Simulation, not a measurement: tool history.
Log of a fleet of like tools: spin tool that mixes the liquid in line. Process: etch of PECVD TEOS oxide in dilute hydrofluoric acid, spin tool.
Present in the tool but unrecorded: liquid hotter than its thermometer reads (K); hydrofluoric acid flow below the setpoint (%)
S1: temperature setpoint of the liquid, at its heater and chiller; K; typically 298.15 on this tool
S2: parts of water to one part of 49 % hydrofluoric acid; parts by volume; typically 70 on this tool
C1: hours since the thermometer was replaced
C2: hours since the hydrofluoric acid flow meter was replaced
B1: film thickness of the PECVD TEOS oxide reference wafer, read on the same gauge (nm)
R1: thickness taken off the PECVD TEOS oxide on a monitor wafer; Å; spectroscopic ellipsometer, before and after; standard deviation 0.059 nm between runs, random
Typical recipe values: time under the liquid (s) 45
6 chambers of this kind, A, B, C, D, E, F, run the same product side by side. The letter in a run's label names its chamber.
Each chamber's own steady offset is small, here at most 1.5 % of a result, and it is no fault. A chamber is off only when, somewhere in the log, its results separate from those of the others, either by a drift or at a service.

Run 1A, hour 9.7: usual settings; C1 915.5; C2 1155.6; B1 149.99. Result: R1 95.373 Å.
Run 2B, hour 18.9: usual settings; C1 1115; C2 845.9; B1 149.96. Result: R1 94.341 Å.
Run 3D, hour 29.6: usual settings; C1 1076.2; C2 590.2; B1 150.03. Result: R1 93.176 Å.
Run 4C, hour 38.4: usual settings; C1 689.2; C2 193.9; B1 150.02. Result: R1 92.199 Å.
Run 5E, hour 46.8: usual settings; C1 85.2; C2 918.1; B1 149.98. Result: R1 94.308 Å.
Run 6F, hour 57.6: usual settings but S2 90 parts by volume, time under the liquid (s) 65; C1 610.8; C2 67.5; B1 150.05. Result: R1 103.84 Å.
Run 7A, hour 71.6: usual settings but S2 90 parts by volume, time under the liquid (s) 65; C1 977.4; C2 1217.5; B1 150.02. Result: R1 104.07 Å.
Run 8C, hour 80.2: usual settings but S2 90 parts by volume, time under the liquid (s) 65; C1 731; C2 235.7; B1 149.91. Result: R1 100.35 Å.
Run 9D, hour 88.7: usual settings but S2 90 parts by volume, time under the liquid (s) 65; C1 1135.3; C2 649.3; B1 150. Result: R1 102.36 Å.
Run 10E, hour 95.7: usual settings but S2 90 parts by volume, time under the liquid (s) 65; C1 134.1; C2 967; B1 150.01. Result: R1 103.77 Å.
Run 11F, hour 102.5: usual settings but S2 90 parts by volume, time under the liquid (s) 65; C1 655.7; C2 112.4; B1 150.06. Result: R1 104.37 Å.
Run 12B, hour 109: usual settings; C1 1205.1; C2 936; B1 150.01. Result: R1 94.149 Å.
Run 13A, hour 117.4: usual settings; C1 1023.2; C2 1263.3; B1 150.01. Result: R1 94.098 Å.
Run 14F, hour 128.2: usual settings but time under the liquid (s) 65; C1 681.4; C2 138.1; B1 150.01. Result: R1 134.89 Å.
Run 15C, hour 142.8: usual settings but time under the liquid (s) 65; C1 793.6; C2 298.3; B1 150. Result: R1 132.94 Å.
At hour 151.6: chamber A: thermometer replaced.
Run 16D, hour 156.1: usual settings but time under the liquid (s) 65; C1 1202.7; C2 716.7; B1 149.99. Result: R1 135.26 Å.
Run 17B, hour 166.5: usual settings but time under the liquid (s) 65; C1 1262.6; C2 993.5; B1 150.05. Result: R1 134.91 Å.
Run 18E, hour 175.8: usual settings but time under the liquid (s) 65; C1 214.2; C2 1047.1; B1 149.97. Result: R1 135.82 Å.
Run 19D, hour 188.6: usual settings but time under the liquid (s) 65; C1 1235.2; C2 749.2; B1 150.02. Result: R1 133.77 Å.
Run 20F, hour 201.5: usual settings; C1 754.7; C2 211.4; B1 150. Result: R1 94.654 Å.
Run 21B, hour 210.9: usual settings but S1 302.65 K, time under the liquid (s) 35; C1 1307; C2 1037.9; B1 150. Result: R1 85.141 Å.
Run 22A, hour 221.5: usual settings but S1 302.65 K, time under the liquid (s) 35; C1 69.9; C2 1367.4; B1 150.03. Result: R1 86.532 Å.
Run 23C, hour 232.8: usual settings but S1 302.65 K, time under the liquid (s) 35; C1 883.6; C2 388.3; B1 150.02. Result: R1 85.969 Å.
Run 24E, hour 246.6: usual settings but S1 302.65 K, time under the liquid (s) 35; C1 285; C2 1117.9; B1 150.04. Result: R1 87.359 Å.
Run 25B, hour 261.2: usual settings but S1 302.65 K, time under the liquid (s) 35; C1 1357.3; C2 1088.2; B1 149.99. Result: R1 84.41 Å.
Run 26E, hour 269.1: usual settings but S1 302.65 K, time under the liquid (s) 35; C1 307.5; C2 1140.4; B1 149.99. Result: R1 88.012 Å.
Run 27F, hour 280.7: usual settings; C1 833.9; C2 290.6; B1 150. Result: R1 94.209 Å.
Run 28C, hour 287.3: usual settings but S1 301.65 K, S2 50 parts by volume; C1 938.1; C2 442.8; B1 149.94. Result: R1 153.8 Å.
Run 29D, hour 301.6: usual settings but S1 301.65 K, S2 50 parts by volume; C1 1348.2; C2 862.2; B1 149.99. Result: R1 153.93 Å.
Run 30A, hour 312.7: usual settings but S1 301.65 K, S2 50 parts by volume; C1 161.1; C2 1458.6; B1 149.99. Result: R1 154.26 Å.
Run 31D, hour 322.8: usual settings but S1 301.65 K, S2 50 parts by volume; C1 1369.4; C2 883.4; B1 150.05. Result: R1 155.24 Å.
Run 32E, hour 334.4: usual settings but S1 301.65 K, S2 50 parts by volume; C1 372.8; C2 1205.7; B1 150.02. Result: R1 155.5 Å.
Run 33F, hour 348.3: usual settings but S1 301.65 K, S2 50 parts by volume; C1 901.5; C2 358.2; B1 150.02. Result: R1 155.66 Å.
Run 34C, hour 359.9: usual settings; C1 1010.7; C2 515.4; B1 149.96. Result: R1 92.318 Å.
Run 35A, hour 367.5: usual settings; C1 215.9; C2 1513.4; B1 149.98. Result: R1 93.273 Å.
Run 36B, hour 379.3: usual settings; C1 1475.4; C2 1206.3; B1 149.95. Result: R1 86.777 Å.
Run 37B, hour 387.3: usual settings; C1 1483.4; C2 1214.3; B1 150.02. Result: R1 87.184 Å.
Run 38C, hour 394.6: usual settings; C1 1045.4; C2 550.1; B1 149.94. Result: R1 92.964 Å.

For the next run the whole fleet of 6 chambers uses the same settings. Give each chamber's results:
Run 39A, hour 405.1: usual settings but time under the liquid (s) 55. Result: R1 ?.
Run 39B, hour 405.1: usual settings but time under the liquid (s) 55. Result: R1 ?.
Run 39C, hour 405.1: usual settings but time under the liquid (s) 55. Result: R1 ?.
Run 39D, hour 405.1: usual settings but time under the liquid (s) 55. Result: R1 ?.
Run 39E, hour 405.1: usual settings but time under the liquid (s) 55. Result: R1 ?.
Run 39F, hour 405.1: usual settings but time under the liquid (s) 55. Result: R1 ?.

run      R1
39A  114.37
39B  105.42
39C  112.04
39D  113.04
39E  114.46
39F  115.25
